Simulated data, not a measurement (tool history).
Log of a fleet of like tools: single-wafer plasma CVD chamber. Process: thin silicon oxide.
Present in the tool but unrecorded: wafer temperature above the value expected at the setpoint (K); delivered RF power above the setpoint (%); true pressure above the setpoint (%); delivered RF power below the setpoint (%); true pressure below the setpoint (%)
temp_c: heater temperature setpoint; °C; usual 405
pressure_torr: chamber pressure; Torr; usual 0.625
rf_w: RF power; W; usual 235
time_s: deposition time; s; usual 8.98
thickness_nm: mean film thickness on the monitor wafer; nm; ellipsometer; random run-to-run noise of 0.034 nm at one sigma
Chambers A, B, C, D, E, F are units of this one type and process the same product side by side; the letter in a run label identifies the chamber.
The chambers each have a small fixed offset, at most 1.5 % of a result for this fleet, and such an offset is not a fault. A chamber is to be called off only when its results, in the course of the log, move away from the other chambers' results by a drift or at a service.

run   hour  temp_c  pressure_torr  rf_w  time_s  hours since the last thermocouple change  hours since the last RF generator calibration  hours since the last manometer calibration  read-back reference wafer on the same gauge, thickness_nm  thickness_nm
 1C   14.1     405          0.625   235    8.98                                     989.7                                          357.0                                      1999.6                                                     12.902       11.3430
 2E   25.5     405          0.625   235    8.98                                     580.5                                         1016.2                                       511.2                                                     12.897       11.5550
 3F   35.0     405          0.625   235    8.98                                    1267.2                                          747.0                                      1293.9                                                     12.901       11.4710
 4B   42.9     405          0.625   235    8.98                                     266.5                                          684.2                                      2023.6                                                     12.913       11.4200
 5D   51.4     405          0.557   235    8.18                                    1438.7                                          114.9                                      2174.8                                                     12.902        9.1978
 6A   64.1     405          0.557   235    8.18                                     928.0                                         1647.9                                       555.8                                                     12.905        9.2893
 7E   71.8     405          0.557   235    8.18                                     626.8                                         1062.5                                       557.5                                                     12.906        9.2720
 8B   78.6     405          0.557   235    8.18                                     302.2                                          719.9                                      2059.3                                                     12.900        9.2061
 9F   85.4     405          0.557   235    8.18                                    1317.6                                          797.4                                      1344.3                                                     12.901        9.2099
10D   98.7     405          0.557   235    8.18                                    1486.0                                          162.2                                      2222.1                                                     12.892        9.1580
11A  105.6     405          0.625   235    8.98                                     969.5                                         1689.4                                       597.3                                                     12.898       11.4790
12C  118.2     405          0.625   235    8.98                                    1093.8                                          461.1                                      2103.7                                                     12.904       11.3810
13A  126.6     405          0.625   235    8.98                                     990.5                                         1710.4                                       618.3                                                     12.905       11.5550
14F  134.8     405          0.625   235    8.98                                    1367.0                                          846.8                                      1393.7                                                     12.899       11.5240
15C  143.5     405          0.625   235    8.98                                    1119.1                                          486.4                                      2129.0                                                     12.902       11.3580
     146.9  -- chamber D: thermocouple changed; heater temperature recalibrated
16B  152.8     400          0.625   195    8.98                                     376.4                                          794.1                                      2133.5                                                     12.905       10.5440
17D  166.3     400          0.625   195    8.98                                      19.4                                          229.8                                      2289.7                                                     12.901       10.4920
18E  177.7     400          0.625   195    8.98                                     732.7                                         1168.4                                       663.4                                                     12.898       10.7000
19E  188.5     400          0.625   195    8.98                                     743.5                                         1179.2                                       674.2                                                     12.899       10.7090
20A  199.9     400          0.625   195    8.98                                    1063.8                                         1783.7                                       691.6                                                     12.899       10.5070
21C  212.1     400          0.625   195    8.98                                    1187.7                                          555.0                                      2197.6                                                     12.897       10.3660
22D  223.2     405          0.625   235    8.98                                      76.3                                          286.7                                      2346.6                                                     12.901       11.4580
23B  231.2     405          0.625   235    8.98                                     454.8                                          872.5                                      2211.9                                                     12.910       11.4130
24F  239.1     405          0.625   235    8.98                                    1471.3                                          951.1                                      1498.0                                                     12.896       11.4530
     245.2  -- chamber F: RF generator calibrated
25F  250.2     405          0.625   235    8.98                                    1482.4                                            5.0                                      1509.1                                                     12.897       11.4630
26D  257.7     405          0.625   235    8.98                                     110.8                                          321.2                                      2381.1                                                     12.906       11.5080
27B  266.1     405          0.625   235    8.98                                     489.7                                          907.4                                      2246.8                                                     12.900       11.4550
28C  277.4     405          0.625   235    8.98                                    1253.0                                          620.3                                      2262.9                                                     12.895       11.3310
     280.9  -- chamber A: RF generator calibrated
29A  290.4     405          0.625   235    8.98                                    1154.3                                            9.6                                       782.1                                                     12.890       11.5950
30E  297.1     405          0.625   235    8.98                                     852.1                                         1287.8                                       782.8                                                     12.898       11.8380
31C  303.8     395          0.625   235    8.98                                    1279.4                                          646.7                                      2289.3                                                     12.901       11.3900
32A  314.5     395          0.625   235    8.98                                    1178.4                                           33.7                                       806.2                                                     12.888       11.6650
33B  328.1     395          0.625   235    8.98                                     551.7                                          969.4                                      2308.8                                                     12.895       11.4940
34F  335.5     395          0.625   235    8.98                                    1567.7                                           90.3                                      1594.4                                                     12.900       11.5550
35D  344.2     395          0.625   235    8.98                                     197.3                                          407.7                                      2467.6                                                     12.903       11.4990
36E  359.3     395          0.625   235    8.98                                     914.3                                         1350.0                                       845.0                                                     12.895       11.9410
     369.5  -- chamber F: capacitance manometer re-zeroed and calibrated
37A  373.0     405          0.625   235    8.98                                    1236.9                                           92.2                                       864.7                                                     12.903       11.5760
     380.0  -- chamber C: capacitance manometer re-zeroed and calibrated
38F  386.5     405          0.625   235    8.98                                    1618.7                                          141.3                                        17.1                                                     12.890       11.5370
39C  400.5     405          0.625   200    8.98                                    1376.1                                          743.4                                        20.5                                                     12.906       10.5100
40E  414.7     405          0.625   200    8.98                                     969.7                                         1405.4                                       900.4                                                     12.901       11.1220
41D  422.4     405          0.625   200    8.98                                     275.5                                          485.9                                      2545.8                                                     12.908       10.5830
42B  431.5     405          0.625   200    8.98                                     655.1                                         1072.8                                      2412.2                                                     12.897       10.5730
43F  446.5     405          0.625   200    8.98                                    1678.7                                          201.3                                        77.1                                                     12.898       10.5830

Does one chamber stand apart from the rest, does the shared gauge drift, or is all well apart from small per-chamber offsets? Give the chamber and the most likely cause, where there is one.

One chamber, E, drifts off from the rest bit by bit.
Most likely cause: true pressure above the setpoint (%) = 3.79.

Here are 4 candidates for chamber E's next run, each the usual settings with a change, their results left as question marks. Which one brings its results back in line with what the others give on the usual settings?
In line means no further than this from the other chambers' mean on the usual settings: thickness_nm 0.1200 nm
44E-1  457.5     405          0.609   235    8.84                                                                                                                                                                                                             ?
44E-2  457.5     405          0.641   235    9.12                                                                                                                                                                                                             ?
44E-3  457.5     405          0.576   235    8.98                                                                                                                                                                                                             ?
44E-4  457.5     405          0.625   235    9.78                                                                                                                                                                                                             ?

The other chambers' mean on the usual settings: thickness_nm 11.4550 nm
  run  thickness_nm
44E-1       11.4890
44E-2       12.5320
44E-3       10.9840
44E-4       13.0720
It is 44E-1 that realigns the chamber with its peers.
